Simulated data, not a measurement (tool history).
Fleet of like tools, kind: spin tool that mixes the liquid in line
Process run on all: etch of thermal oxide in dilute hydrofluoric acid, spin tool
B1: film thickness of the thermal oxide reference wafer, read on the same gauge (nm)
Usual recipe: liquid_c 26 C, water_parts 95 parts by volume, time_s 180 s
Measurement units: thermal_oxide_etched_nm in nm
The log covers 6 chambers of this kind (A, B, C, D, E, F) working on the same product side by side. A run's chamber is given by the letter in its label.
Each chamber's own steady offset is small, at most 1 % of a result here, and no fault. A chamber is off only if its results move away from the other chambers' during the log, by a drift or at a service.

Run 1B, hour 12: usual settings; B1 30.013. Result: thermal_oxide_etched_nm 9.4233 nm.
At hour 20: chamber B: hydrofluoric acid flow meter replaced.
At hour 23.9: chamber C: hydrofluoric acid flow meter replaced.
Run 2E, hour 24.7: usual settings; B1 30.01. Result: thermal_oxide_etched_nm 9.5113 nm.
Run 3C, hour 31.1: usual settings; B1 29.979. Result: thermal_oxide_etched_nm 9.6316 nm.
Run 4A, hour 44: usual settings; B1 29.953. Result: thermal_oxide_etched_nm 9.7536 nm.
Run 5D, hour 55.8: usual settings; B1 29.984. Result: thermal_oxide_etched_nm 9.3149 nm.
Run 6F, hour 68.8: usual settings; B1 30.047. Result: thermal_oxide_etched_nm 9.4255 nm.
Run 7E, hour 77.2: usual settings but water_parts 50 parts by volume; B1 30.045. Result: thermal_oxide_etched_nm 18.735 nm.
Run 8D, hour 90.8: usual settings but water_parts 50 parts by volume; B1 29.951. Result: thermal_oxide_etched_nm 18.781 nm.
Run 9A, hour 101.1: usual settings but water_parts 50 parts by volume; B1 30.017. Result: thermal_oxide_etched_nm 18.936 nm.
Run 10C, hour 107.3: usual settings but water_parts 50 parts by volume; B1 29.969. Result: thermal_oxide_etched_nm 19.569 nm.
Run 11F, hour 120.9: usual settings but water_parts 50 parts by volume; B1 29.999. Result: thermal_oxide_etched_nm 19.086 nm.
Run 12B, hour 133.8: usual settings but water_parts 50 parts by volume; B1 30.005. Result: thermal_oxide_etched_nm 18.776 nm.
Run 13B, hour 143.4: usual settings; B1 30.02. Result: thermal_oxide_etched_nm 9.4726 nm.
Run 14F, hour 156.8: usual settings but liquid_c 28 C; B1 29.97. Result: thermal_oxide_etched_nm 10.455 nm.
At hour 157.2: chamber D: thermometer replaced.
Run 15E, hour 164.1: usual settings but liquid_c 28 C; B1 29.994. Result: thermal_oxide_etched_nm 10.168 nm.
Run 16C, hour 175.9: usual settings but liquid_c 28 C; B1 29.978. Result: thermal_oxide_etched_nm 10.36 nm.
Run 17D, hour 184.5: usual settings but liquid_c 28 C; B1 30.039. Result: thermal_oxide_etched_nm 10.285 nm.
Run 18A, hour 195.1: usual settings but liquid_c 28 C; B1 30.017. Result: thermal_oxide_etched_nm 10.327 nm.
Run 19A, hour 206.8: usual settings but liquid_c 28 C; B1 29.976. Result: thermal_oxide_etched_nm 10.161 nm.
Run 20C, hour 214.4: usual settings; B1 29.996. Result: thermal_oxide_etched_nm 9.4791 nm.
Run 21B, hour 228: usual settings; B1 29.998. Result: thermal_oxide_etched_nm 9.42 nm.
Run 22F, hour 235.7: usual settings; B1 29.999. Result: thermal_oxide_etched_nm 9.9162 nm.
Run 23D, hour 244.2: usual settings; B1 29.996. Result: thermal_oxide_etched_nm 9.2692 nm.
Run 24E, hour 256.1: usual settings but liquid_c 30.5 C; B1 29.976. Result: thermal_oxide_etched_nm 11.44 nm.
Run 25A, hour 269.5: usual settings but liquid_c 30.5 C; B1 29.988. Result: thermal_oxide_etched_nm 11.321 nm.
Run 26F, hour 281.6: usual settings but liquid_c 30.5 C; B1 30.016. Result: thermal_oxide_etched_nm 11.989 nm.
Run 27E, hour 287.8: usual settings but liquid_c 30.5 C; B1 29.971. Result: thermal_oxide_etched_nm 11.379 nm.
Run 28D, hour 296.2: usual settings but liquid_c 30.5 C; B1 29.988. Result: thermal_oxide_etched_nm 11.22 nm.
Run 29B, hour 306.2: usual settings but liquid_c 30.5 C; B1 29.993. Result: thermal_oxide_etched_nm 11.286 nm.
Run 30C, hour 313.8: usual settings; B1 29.997. Result: thermal_oxide_etched_nm 9.559 nm.
Run 31E, hour 327.3: usual settings but water_parts 135 parts by volume; B1 30.009. Result: thermal_oxide_etched_nm 6.3461 nm.
Run 32A, hour 333.2: usual settings but water_parts 135 parts by volume; B1 29.988. Result: thermal_oxide_etched_nm 6.3385 nm.
At hour 339.1: chamber D: hydrofluoric acid flow meter replaced.
Run 33D, hour 346.6: usual settings but water_parts 135 parts by volume; B1 30.017. Result: thermal_oxide_etched_nm 6.3443 nm.
Run 34B, hour 359.2: usual settings but water_parts 135 parts by volume; B1 29.982. Result: thermal_oxide_etched_nm 6.3671 nm.
Run 35F, hour 368.4: usual settings but water_parts 135 parts by volume; B1 30.023. Result: thermal_oxide_etched_nm 7.0087 nm.
At hour 380: chamber C: thermometer replaced.
Run 36C, hour 381.7: usual settings but water_parts 135 parts by volume; B1 30.002. Result: thermal_oxide_etched_nm 6.3608 nm.
Run 37D, hour 390.2: usual settings; B1 30.009. Result: thermal_oxide_etched_nm 9.3886 nm.
Run 38B, hour 399: usual settings but time_s 110 s; B1 30.009. Result: thermal_oxide_etched_nm 5.7946 nm.
Run 39F, hour 408.2: usual settings but time_s 110 s; B1 29.996. Result: thermal_oxide_etched_nm 6.4785 nm.
Run 40C, hour 416: usual settings but time_s 110 s; B1 29.993. Result: thermal_oxide_etched_nm 5.8362 nm.
Run 41A, hour 425.4: usual settings but time_s 110 s; B1 29.987. Result: thermal_oxide_etched_nm 5.7772 nm.
Run 42E, hour 434.5: usual settings but time_s 110 s; B1 29.991. Result: thermal_oxide_etched_nm 5.7237 nm.
Run 43D, hour 444.6: usual settings but time_s 110 s; B1 30. Result: thermal_oxide_etched_nm 5.7105 nm.
Run 44E, hour 453.5: usual settings; B1 29.978. Result: thermal_oxide_etched_nm 9.5912 nm.

Predict what each chamber gives when all 6 of them run the settings below next.
Run 45A, hour 463.4: usual settings. Result: thermal_oxide_etched_nm ?.
Run 45B, hour 463.4: usual settings. Result: thermal_oxide_etched_nm ?.
Run 45C, hour 463.4: usual settings. Result: thermal_oxide_etched_nm ?.
Run 45D, hour 463.4: usual settings. Result: thermal_oxide_etched_nm ?.
Run 45E, hour 463.4: usual settings. Result: thermal_oxide_etched_nm ?.
Run 45F, hour 463.4: usual settings. Result: thermal_oxide_etched_nm ?.

run  thermal_oxide_etched_nm
45A                   9.6106
45B                   9.4511
45C                   9.5211
45D                   9.4038
45E                   9.4805
45F                   10.668
